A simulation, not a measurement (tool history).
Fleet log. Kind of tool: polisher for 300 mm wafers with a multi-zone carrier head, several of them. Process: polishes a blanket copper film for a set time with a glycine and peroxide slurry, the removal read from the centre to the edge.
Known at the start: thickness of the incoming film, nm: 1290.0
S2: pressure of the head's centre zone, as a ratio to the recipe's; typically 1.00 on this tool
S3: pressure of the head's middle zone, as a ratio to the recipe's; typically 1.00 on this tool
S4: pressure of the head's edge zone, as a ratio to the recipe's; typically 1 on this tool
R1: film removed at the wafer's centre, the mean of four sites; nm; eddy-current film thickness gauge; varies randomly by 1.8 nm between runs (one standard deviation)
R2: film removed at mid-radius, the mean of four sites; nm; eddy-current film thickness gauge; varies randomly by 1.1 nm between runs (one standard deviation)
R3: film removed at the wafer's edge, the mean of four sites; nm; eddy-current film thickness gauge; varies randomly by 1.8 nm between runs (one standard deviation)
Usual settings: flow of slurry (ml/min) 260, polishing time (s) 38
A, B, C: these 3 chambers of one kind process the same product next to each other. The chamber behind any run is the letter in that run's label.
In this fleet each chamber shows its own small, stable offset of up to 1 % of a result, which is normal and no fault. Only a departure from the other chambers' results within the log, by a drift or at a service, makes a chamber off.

run 1C hour=7.0 | flow_of_slurry_(ml/min)=260 S2=1.00 S3=1.00 S4=1 polishing_time_(s)=38 | R1=143.98 R2=142.720 R3=142.99
run 2B hour=16.8 | flow_of_slurry_(ml/min)=260 S2=1.00 S3=1.00 S4=1 polishing_time_(s)=38 | R1=144.19 R2=143.750 R3=145.84
run 3A hour=27.1 | flow_of_slurry_(ml/min)=260 S2=1.00 S3=1.00 S4=1 polishing_time_(s)=38 | R1=143.97 R2=143.950 R3=141.76
-- hour=31.8 chamber C: worn pad replaced by a new one
run 4C hour=36.8 | flow_of_slurry_(ml/min)=260 S2=1.00 S3=1.00 S4=1 polishing_time_(s)=38 | R1=140.15 R2=144.350 R3=143.40
run 5A hour=41.6 | flow_of_slurry_(ml/min)=260 S2=1.00 S3=1.00 S4=1 polishing_time_(s)=38 | R1=144.17 R2=143.520 R3=145.16
run 6B hour=49.1 | flow_of_slurry_(ml/min)=260 S2=1.00 S3=1.00 S4=1 polishing_time_(s)=38 | R1=143.81 R2=144.860 R3=142.17
run 7A hour=55.8 | flow_of_slurry_(ml/min)=260 S2=0.88 S3=1.08 S4=1 polishing_time_(s)=38 | R1=124.87 R2=152.380 R3=148.00
-- hour=57.0 chamber B: worn pad replaced by a new one
run 8C hour=65.5 | flow_of_slurry_(ml/min)=260 S2=0.88 S3=1.08 S4=1 polishing_time_(s)=38 | R1=126.86 R2=153.830 R3=145.83
run 9B hour=73.4 | flow_of_slurry_(ml/min)=260 S2=0.88 S3=1.08 S4=1 polishing_time_(s)=38 | R1=123.66 R2=154.300 R3=144.28
run 10B hour=81.2 | flow_of_slurry_(ml/min)=260 S2=1.00 S3=0.95 S4=1 polishing_time_(s)=28 | R1=105.08 R2=102.480 R3=106.97
run 11C hour=86.6 | flow_of_slurry_(ml/min)=260 S2=1.00 S3=0.95 S4=1 polishing_time_(s)=28 | R1=107.42 R2=98.524 R3=105.36
run 12A hour=92.1 | flow_of_slurry_(ml/min)=260 S2=1.00 S3=0.95 S4=1 polishing_time_(s)=28 | R1=106.28 R2=99.284 R3=106.19
-- hour=96.5 chamber A: worn pad replaced by a new one
run 13A hour=99.3 | flow_of_slurry_(ml/min)=260 S2=1.00 S3=1.00 S4=1 polishing_time_(s)=38 | R1=139.04 R2=142.830 R3=146.65
run 14B hour=104.2 | flow_of_slurry_(ml/min)=260 S2=1.00 S3=1.00 S4=1 polishing_time_(s)=38 | R1=143.34 R2=143.350 R3=141.59
run 15C hour=112.5 | flow_of_slurry_(ml/min)=260 S2=1.00 S3=1.00 S4=1 polishing_time_(s)=38 | R1=148.25 R2=141.560 R3=141.20
run 16A hour=118.5 | flow_of_slurry_(ml/min)=260 S2=1.00 S3=1.00 S4=1 polishing_time_(s)=38 | R1=143.33 R2=141.820 R3=142.03
-- hour=119.0 chamber C: slurry nozzle cleaned
run 17B hour=128.9 | flow_of_slurry_(ml/min)=260 S2=1.00 S3=1.00 S4=1 polishing_time_(s)=38 | R1=144.33 R2=142.970 R3=141.04
run 18C hour=136.8 | flow_of_slurry_(ml/min)=260 S2=1.00 S3=1.00 S4=1 polishing_time_(s)=38 | R1=153.62 R2=142.930 R3=144.77
-- hour=137.5 chamber C: worn pad replaced by a new one
run 19A hour=143.5 | flow_of_slurry_(ml/min)=260 S2=1.00 S3=1.00 S4=1 polishing_time_(s)=38 | R1=143.43 R2=143.440 R3=141.91
run 20B hour=150.4 | flow_of_slurry_(ml/min)=260 S2=1.00 S3=1.00 S4=1 polishing_time_(s)=38 | R1=146.04 R2=142.480 R3=143.06
-- hour=153.9 chamber B: worn pad replaced by a new one
run 21C hour=160.2 | flow_of_slurry_(ml/min)=260 S2=1.00 S3=1.00 S4=1 polishing_time_(s)=38 | R1=151.92 R2=142.670 R3=144.48
run 22C hour=165.3 | flow_of_slurry_(ml/min)=260 S2=1.00 S3=1.00 S4=1 polishing_time_(s)=38 | R1=158.03 R2=141.530 R3=145.57
run 23A hour=173.7 | flow_of_slurry_(ml/min)=200 S2=1.09 S3=1.00 S4=1 polishing_time_(s)=38 | R1=152.28 R2=138.660 R3=140.79
run 24B hour=181.5 | flow_of_slurry_(ml/min)=200 S2=1.09 S3=1.00 S4=1 polishing_time_(s)=38 | R1=152.78 R2=139.290 R3=141.00
run 25C hour=190.4 | flow_of_slurry_(ml/min)=200 S2=1.09 S3=1.00 S4=1 polishing_time_(s)=38 | R1=170.34 R2=138.160 R3=139.43
run 26B hour=198.8 | flow_of_slurry_(ml/min)=260 S2=1.00 S3=1.00 S4=1 polishing_time_(s)=38 | R1=146.49 R2=141.850 R3=140.48
run 27A hour=204.7 | flow_of_slurry_(ml/min)=260 S2=1.00 S3=1.00 S4=1 polishing_time_(s)=38 | R1=145.68 R2=143.480 R3=141.33
run 28C hour=210.0 | flow_of_slurry_(ml/min)=260 S2=1.00 S3=1.00 S4=1 polishing_time_(s)=38 | R1=159.47 R2=141.490 R3=146.04
run 29B hour=220.5 | flow_of_slurry_(ml/min)=260 S2=1.00 S3=1.00 S4=1 polishing_time_(s)=38 | R1=144.52 R2=142.140 R3=143.46
run 30A hour=228.9 | flow_of_slurry_(ml/min)=260 S2=1.00 S3=1.00 S4=1 polishing_time_(s)=38 | R1=140.15 R2=143.510 R3=144.30
run 31A hour=233.9 | flow_of_slurry_(ml/min)=260 S2=1.00 S3=1.09 S4=1 polishing_time_(s)=38 | R1=144.02 R2=155.450 R3=143.15

Does one chamber stand apart from the rest, does the shared gauge drift, or is all well apart from small per-chamber offsets? Give the chamber and the most likely cause, where there is one.

Chamber C drifts away from the others.
Most likely cause: centre zone's pressure above its setpoint, % = 12.4.

Chamber C could run next with any of the 4 candidate recipes listed below; each alters the usual settings, and their results appear as question marks. Which one brings its results back in line with what the other chambers deliver on the usual settings?
Counts as in line when no further than this from what the other chambers average on the usual settings: R1 6.40 nm; R2 3.800 nm; R3 6.40 nm
run 32C-1 hour=241.4 | flow_of_slurry_(ml/min)=265 S2=1.10 S3=0.97 S4=0.97 polishing_time_(s)=39 | R1=? R2=? R3=?
run 32C-2 hour=241.4 | flow_of_slurry_(ml/min)=255 S2=0.90 S3=1.03 S4=1.03 polishing_time_(s)=37 | R1=? R2=? R3=?
run 32C-3 hour=241.4 | flow_of_slurry_(ml/min)=250 S2=0.84 S3=1.05 S4=1.04 polishing_time_(s)=37 | R1=? R2=? R3=?
run 32C-4 hour=241.4 | flow_of_slurry_(ml/min)=270 S2=1.17 S3=0.95 S4=0.95 polishing_time_(s)=39 | R1=? R2=? R3=?

Usual-settings mean across the other chambers: R1 143.56 nm; R2 143.120 nm; R3 143.28 nm
run=32C-1 R1=184.22 R2=141.180 R3=146.92
run=32C-2 R1=140.08 R2=141.100 R3=143.18
run=32C-3 R1=129.58 R2=143.340 R3=143.61
run=32C-4 R1=197.22 R2=138.730 R3=145.65
32C-2 brings the chamber back in line.
